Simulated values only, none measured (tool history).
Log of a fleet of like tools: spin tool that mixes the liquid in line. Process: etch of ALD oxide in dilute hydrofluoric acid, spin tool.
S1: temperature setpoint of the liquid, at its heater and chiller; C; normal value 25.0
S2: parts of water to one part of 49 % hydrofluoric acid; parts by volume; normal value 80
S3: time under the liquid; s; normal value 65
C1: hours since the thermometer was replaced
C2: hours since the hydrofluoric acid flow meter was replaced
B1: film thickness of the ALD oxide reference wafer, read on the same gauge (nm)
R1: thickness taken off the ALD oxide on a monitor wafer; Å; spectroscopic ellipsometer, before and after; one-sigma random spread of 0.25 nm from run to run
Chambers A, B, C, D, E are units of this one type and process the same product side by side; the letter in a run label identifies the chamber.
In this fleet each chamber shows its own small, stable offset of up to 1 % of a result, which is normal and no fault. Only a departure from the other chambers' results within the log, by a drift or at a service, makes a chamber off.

run	hour	S1	S2	S3	C1	C2	B1	R1
1C	2.5	25.0	80	65	193.4	94.4	60.001	255.38
2A	4.7	25.0	80	65	1141.2	17.9	59.977	254.31
3E	8.7	25.0	80	65	451.1	1284.8	59.997	256.41
4D	12.5	25.0	80	65	1616.6	158.6	59.999	262.05
5B	15.0	25.0	80	65	509.9	965.1	60.013	255.43
6B	17.2	25.0	80	65	512.1	967.3	60.015	257.82
7A	21.3	25.0	80	65	1157.8	34.5	59.992	255.72
8D	23.9	25.0	80	65	1628.0	170.0	59.965	260.78
9C	28.1	25.0	80	65	219.0	120.0	59.994	258.31
10E	31.7	23.5	80	65	474.1	1307.8	59.996	243.14
11A	34.2	23.5	80	65	1170.7	47.4	59.971	248.28
12B	38.2	23.5	80	65	533.1	988.3	60.004	241.07
13E	41.6	23.5	80	65	484.0	1317.7	59.995	240.89
14D	43.8	23.5	80	65	1647.9	189.9	59.988	246.20
15C	47.5	25.0	80	65	238.4	139.4	59.982	262.83
16D	50.3	25.0	80	65	1654.4	196.4	60.014	257.18
17E	52.7	25.0	80	65	495.1	1328.8	60.000	261.37
18C	54.8	25.0	80	65	245.7	146.7	59.983	258.09
19A	57.4	25.0	50	105	1193.9	70.6	60.004	719.34
20B	61.8	25.0	50	105	556.7	1011.9	60.012	706.13
21D	64.6	25.0	50	105	1668.7	210.7	59.990	701.41
22E	67.8	25.0	50	105	510.2	1343.9	59.970	691.77
23A	70.0	25.0	50	105	1206.5	83.2	60.000	708.00
24B	73.9	25.0	80	65	568.8	1024.0	60.013	257.01
25C	77.5	25.0	80	65	268.4	169.4	59.996	256.41
26E	80.3	25.0	80	65	522.7	1356.4	60.002	255.54
27A	84.6	25.0	80	65	1221.1	97.8	59.985	270.98
28D	88.1	25.0	80	65	1692.2	234.2	59.983	261.85
29B	91.0	25.0	80	65	585.9	1041.1	59.999	254.43
30C	95.0	25.0	80	65	285.9	186.9	60.004	253.93

All 5 chambers run these settings next. Forecast each chamber's results:
31A	98.2	25.0	115	65				?
31B	98.2	25.0	115	65				?
31C	98.2	25.0	115	65				?
31D	98.2	25.0	115	65				?
31E	98.2	25.0	115	65				?

run	R1
31A	176.57
31B	167.68
31C	170.88
31D	175.62
31E	171.05
